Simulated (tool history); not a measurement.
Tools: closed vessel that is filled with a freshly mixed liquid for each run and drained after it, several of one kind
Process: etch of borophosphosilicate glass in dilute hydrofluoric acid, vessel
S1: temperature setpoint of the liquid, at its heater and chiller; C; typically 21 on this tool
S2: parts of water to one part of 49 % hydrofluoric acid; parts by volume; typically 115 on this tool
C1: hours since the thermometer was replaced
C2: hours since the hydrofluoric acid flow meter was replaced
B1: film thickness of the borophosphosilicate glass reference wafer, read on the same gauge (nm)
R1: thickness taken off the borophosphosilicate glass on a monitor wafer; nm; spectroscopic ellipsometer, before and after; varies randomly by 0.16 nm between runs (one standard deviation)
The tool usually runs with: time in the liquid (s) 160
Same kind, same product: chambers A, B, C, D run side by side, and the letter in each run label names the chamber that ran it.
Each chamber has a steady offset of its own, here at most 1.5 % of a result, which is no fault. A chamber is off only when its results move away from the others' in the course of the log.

{"run": "1B", "day": 0.279, "S1": 21, "S2": 115, "time in the liquid (s)": 160, "C1": 556.8, "C2": 131.3, "B1": 79.986, "R1": 40.394}
{"run": "2C", "day": 0.721, "S1": 21, "S2": 115, "time in the liquid (s)": 160, "C1": 1978.5, "C2": 557.5, "B1": 79.99, "R1": 41.178}
{"run": "3D", "day": 1.329, "S1": 21, "S2": 115, "time in the liquid (s)": 160, "C1": 1200.5, "C2": 669, "B1": 79.999, "R1": 40.947}
{"run": "4A", "day": 1.825, "S1": 21, "S2": 115, "time in the liquid (s)": 160, "C1": 1726, "C2": 445.8, "B1": 80.009, "R1": 40.718}
{"run": "5C", "day": 2.242, "S1": 21, "S2": 115, "time in the liquid (s)": 160, "C1": 2015, "C2": 594, "B1": 79.99, "R1": 41.342}
{"run": "6B", "day": 2.642, "S1": 21, "S2": 115, "time in the liquid (s)": 160, "C1": 613.5, "C2": 188, "B1": 79.998, "R1": 40.521}
{"run": "7D", "day": 3.254, "S1": 21, "S2": 115, "time in the liquid (s)": 160, "C1": 1246.7, "C2": 715.2, "B1": 79.988, "R1": 40.824}
{"run": "8A", "day": 3.75, "S1": 21, "S2": 85, "time in the liquid (s)": 195, "C1": 1772.2, "C2": 492, "B1": 80.009, "R1": 69.613}
{"run": "9C", "day": 4.054, "S1": 21, "S2": 85, "time in the liquid (s)": 195, "C1": 2058.5, "C2": 637.5, "B1": 80.01, "R1": 70.178}
{"run": "10B", "day": 4.342, "S1": 21, "S2": 85, "time in the liquid (s)": 195, "C1": 654.3, "C2": 228.8, "B1": 80.009, "R1": 68.68}
{"run": "11D", "day": 4.608, "S1": 21, "S2": 85, "time in the liquid (s)": 195, "C1": 1279.2, "C2": 747.7, "B1": 79.995, "R1": 69.419}
{"day": 4.938, "done": "chamber A: hydrofluoric acid flow meter replaced"}
{"run": "12A", "day": 5.104, "S1": 21, "S2": 115, "time in the liquid (s)": 160, "C1": 1804.7, "C2": 4, "B1": 80.005, "R1": 40.594}
{"run": "13C", "day": 5.467, "S1": 21, "S2": 115, "time in the liquid (s)": 160, "C1": 2092.4, "C2": 671.4, "B1": 80.007, "R1": 41.508}
{"run": "14D", "day": 6.046, "S1": 21, "S2": 115, "time in the liquid (s)": 160, "C1": 1313.7, "C2": 782.2, "B1": 80.001, "R1": 40.929}
{"run": "15B", "day": 6.55, "S1": 21, "S2": 115, "time in the liquid (s)": 160, "C1": 707.3, "C2": 281.8, "B1": 79.986, "R1": 39.717}
{"day": 7.0, "done": "chamber C: thermometer replaced"}
{"day": 7.088, "done": "chamber D: thermometer replaced"}
{"run": "16A", "day": 7.104, "S1": 18, "S2": 115, "time in the liquid (s)": 160, "C1": 1852.7, "C2": 52, "B1": 80.002, "R1": 35.83}
{"run": "17C", "day": 7.488, "S1": 18, "S2": 115, "time in the liquid (s)": 160, "C1": 11.8, "C2": 719.9, "B1": 79.999, "R1": 36.76}
{"run": "18A", "day": 7.888, "S1": 18, "S2": 115, "time in the liquid (s)": 160, "C1": 1871.5, "C2": 70.8, "B1": 80.013, "R1": 35.963}
{"run": "19B", "day": 8.492, "S1": 18, "S2": 115, "time in the liquid (s)": 160, "C1": 753.9, "C2": 328.4, "B1": 80.003, "R1": 34.992}
{"run": "20D", "day": 9.058, "S1": 21, "S2": 115, "time in the liquid (s)": 160, "C1": 47.4, "C2": 854.5, "B1": 80.001, "R1": 40.777}
{"run": "21B", "day": 9.442, "S1": 21, "S2": 115, "time in the liquid (s)": 160, "C1": 776.7, "C2": 351.2, "B1": 80.03, "R1": 38.974}
{"run": "22C", "day": 10.008, "S1": 21, "S2": 115, "time in the liquid (s)": 160, "C1": 72.3, "C2": 780.4, "B1": 80.009, "R1": 41.654}
{"run": "23D", "day": 10.454, "S1": 21, "S2": 115, "time in the liquid (s)": 160, "C1": 80.9, "C2": 888, "B1": 79.997, "R1": 40.899}
{"run": "24A", "day": 10.725, "S1": 21, "S2": 115, "time in the liquid (s)": 160, "C1": 1939.6, "C2": 138.9, "B1": 80.011, "R1": 40.781}
{"run": "25B", "day": 11.038, "S1": 21, "S2": 115, "time in the liquid (s)": 160, "C1": 815, "C2": 389.5, "B1": 80.011, "R1": 38.857}
{"run": "26A", "day": 11.346, "S1": 21, "S2": 115, "time in the liquid (s)": 160, "C1": 1954.5, "C2": 153.8, "B1": 80.014, "R1": 40.633}

All chambers now run identical settings, listed one chamber a line with results as question marks. What results will each chamber show?
{"run": "27A", "day": 11.779, "S1": 21, "S2": 155, "time in the liquid (s)": 160, "R1": "?"}
{"run": "27B", "day": 11.779, "S1": 21, "S2": 155, "time in the liquid (s)": 160, "R1": "?"}
{"run": "27C", "day": 11.779, "S1": 21, "S2": 155, "time in the liquid (s)": 160, "R1": "?"}
{"run": "27D", "day": 11.779, "S1": 21, "S2": 155, "time in the liquid (s)": 160, "R1": "?"}

run=27A R1=28.739
run=27B R1=27.629
run=27C R1=29.593
run=27D R1=29.125
